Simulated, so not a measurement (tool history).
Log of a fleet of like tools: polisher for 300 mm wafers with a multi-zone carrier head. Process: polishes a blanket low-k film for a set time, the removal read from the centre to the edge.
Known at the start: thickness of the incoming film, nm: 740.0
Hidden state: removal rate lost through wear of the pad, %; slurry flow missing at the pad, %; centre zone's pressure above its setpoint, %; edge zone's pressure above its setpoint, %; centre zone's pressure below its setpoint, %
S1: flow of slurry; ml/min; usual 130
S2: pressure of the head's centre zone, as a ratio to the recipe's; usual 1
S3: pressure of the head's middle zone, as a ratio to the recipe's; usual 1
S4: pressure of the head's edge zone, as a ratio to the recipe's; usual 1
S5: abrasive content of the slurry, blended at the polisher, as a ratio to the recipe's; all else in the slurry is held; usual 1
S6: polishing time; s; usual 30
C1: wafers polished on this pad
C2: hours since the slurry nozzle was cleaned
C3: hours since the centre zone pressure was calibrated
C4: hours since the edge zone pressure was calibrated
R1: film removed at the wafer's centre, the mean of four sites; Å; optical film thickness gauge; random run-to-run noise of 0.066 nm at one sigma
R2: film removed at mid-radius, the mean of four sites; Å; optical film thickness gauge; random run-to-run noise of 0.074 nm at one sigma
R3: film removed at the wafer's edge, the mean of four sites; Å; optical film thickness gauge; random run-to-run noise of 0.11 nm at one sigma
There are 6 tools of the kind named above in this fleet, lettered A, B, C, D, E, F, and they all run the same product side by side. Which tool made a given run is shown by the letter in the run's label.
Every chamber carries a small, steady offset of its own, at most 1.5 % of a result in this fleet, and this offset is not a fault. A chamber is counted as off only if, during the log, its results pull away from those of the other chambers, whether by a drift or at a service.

run	day	S1	S2	S3	S4	S5	S6	C1	C2	C3	C4	R1	R2	R3
# day 0.033: chamber E: worn pad replaced by a new one
1E	0.196	130	1	1	1	1	30	53	246.4	178.3	619.2	88.409	87.34	88.054
# day 0.271: chamber F: edge zone pressure recalibrated
2F	0.4	130	1	1	1	1	30	343	54.1	991	3.2	88.067	87.241	87.728
3A	0.538	130	1	1	1	1	30	911	94.5	213.4	371.8	88.842	87.297	90.107
4C	0.762	130	1	1	1	1	30	1193	646.6	334.4	255.9	88.429	88.732	88.435
# day 0.771: chamber A: worn pad replaced by a new one
# day 0.954: chamber C: worn pad replaced by a new one
5B	0.958	130	1	1	1	1	30	374	706	236.7	350.2	86.588	87.533	87.881
6D	1.092	130	1	1	1	1	30	699	385.4	168.6	799.2	88.889	88.89	88.212
7B	1.254	130	1	1	1	1	30	472	713.1	243.8	357.3	87.581	88.64	86.993
# day 1.392: chamber F: worn pad replaced by a new one
8F	1.467	130	1.11	1	1.1	1	30	25	79.7	1016.6	28.8	100.18	87.774	93.363
9D	1.646	130	1.11	1	1.1	1	30	882	398.7	181.9	812.5	98.556	87.651	92.834
10C	1.771	130	1.11	1	1.1	1	30	270	670.8	358.6	280.1	99.268	88.099	91.72
11A	1.896	130	1.11	1	1.1	1	30	372	127.1	246	404.4	99.115	88.107	90.838
12E	2.033	130	1.11	1	1.1	1	30	661	290.5	222.4	663.3	100.19	89.11	91.372
13E	2.138	130	1.11	1	1.1	1	30	696	293	224.9	665.8	99.309	86.982	91.353
# day 2.217: chamber D: worn pad replaced by a new one
14B	2.283	130	1	1	1	1	30	813	737.8	268.5	382	87.438	86.327	86.495
15C	2.429	130	1	1	1	1.2	30	488	686.6	374.4	295.9	95.622	95.964	96.963
# day 2.604: chamber E: worn pad replaced by a new one
16F	2.612	130	1	1	1	1.2	30	404	107.2	1044.1	56.3	96.245	95.836	95.283
17D	2.833	130	1	1	1	1.2	30	204	427.2	210.4	841	95.018	94.772	95.754
18A	3.029	130	1	1	1	1.2	30	747	154.3	273.2	431.6	96.074	93.704	94.652
# day 3.067: chamber F: worn pad replaced by a new one
19E	3.229	130	1	1	1	1.2	30	207	319.2	251.1	692	95.755	95.646	93.466
20A	3.458	130	1	1	1	1.2	30	889	164.6	283.5	441.9	95.602	94.354	94.546
# day 3.475: chamber A: worn pad replaced by a new one
# day 3.542: chamber B: worn pad replaced by a new one
21C	3.567	130	1	1	1	1	30	864	713.9	401.7	323.2	86.234	87.942	88.637
22F	3.671	130	1	1	1	1	30	200	132.6	1069.5	81.7	88.342	88.281	88.09
23B	3.871	130	1	1	1	1	30	109	775.9	306.6	420.1	87.834	87.594	86.158
24D	4	130	1	1	1	1	30	590	455.2	238.4	869	89.498	88.748	87.465
# day 4.133: chamber B: slurry nozzle cleaned
25D	4.225	130	1	1	1	1	30	665	460.6	243.8	874.4	88.988	87.241	88.113
26E	4.342	130	1	1	1	1	30	575	345.9	277.8	718.7	88.426	88.473	87.904
27F	4.45	130	1	1	1	1	30	458	151.3	1088.2	100.4	88.36	88.655	88.519
28C	4.629	130	1	1	1	1	30	1216	739.4	427.2	348.7	84.498	88.778	87.089
# day 4.754: chamber D: slurry nozzle cleaned
# day 4.767: chamber F: worn pad replaced by a new one
29A	4.817	130	1	1	1	1	30	444	197.2	316.1	474.5	90.588	87.624	86.081
# day 4.946: chamber C: worn pad replaced by a new one
30B	5.029	130	1	1	1	1	30	492	21.5	334.4	447.9	87.886	88.346	89.014
# day 5.071: chamber E: worn pad replaced by a new one
31A	5.167	130	1	1	1	1	30	560	205.6	324.5	482.9	89.835	87.341	88.472
32C	5.271	130	1	1	1	1	30	107	754.8	442.6	364.1	83.35	89.756	87.214
33E	5.383	130	1	1	1	1	30	103	370.9	302.8	743.7	87.853	88.081	88.402
34F	5.512	130	1	1	1	1	30	247	176.8	1113.7	125.9	87.761	86.634	87.677
35D	5.65	130	1	1	1	1	30	1136	21.6	278	908.6	88.762	86.839	89.589
36B	5.846	130	1	1	1	1	30	763	41.1	354	467.5	87.165	87.601	85.653
37A	5.954	130	1	1	1	1	30	820	224.5	343.4	501.8	90.285	86.689	88.164
# day 6.158: chamber D: worn pad replaced by a new one
38D	6.171	130	1	1	1	1	30	5	34.1	290.5	921.1	88.149	87.968	87.909
# day 6.271: chamber E: edge zone pressure recalibrated
39E	6.358	130	1	1	1	1	30	425	394.3	326.2	2.1	88.537	89.001	87.642

Which is it: a chamber that has drifted or been left off by a service, a gauge drift common to all chambers, or only each chamber's usual small offset? If a chamber is off, name it and its likeliest cause.

Little by little, chamber C moves away from the other chambers.
What lies behind it: centre zone's pressure below its setpoint, % = 7.23.

Which of the 4 candidates below, each the usual settings with something changed and its results left as question marks, puts chamber C back in line with what the other chambers give on the usual settings?
Counts as in line when no further than this from what the other chambers average on the usual settings: R1 2.3 Å; R2 2.6 Å; R3 3.9 Å
40C-1	6.521	125	0.94	1.02	1.02	1	30					?	?	?
40C-2	6.521	140	1.12	0.96	0.97	1	30					?	?	?
40C-3	6.521	135	1.06	0.98	0.98	1	30					?	?	?
40C-4	6.521	120	0.88	1.04	1.03	1	30					?	?	?

What the other chambers average on the usual settings: R1 88.406 Å; R2 87.759 Å; R3 87.785 Å
run	R1	R2	R3
40C-1	75.895	89.644	88.258
40C-2	94.493	86.83	87.537
40C-3	88.248	87.839	87.512
40C-4	69.796	90.428	88.113
It is 40C-3 that realigns the chamber with its peers.
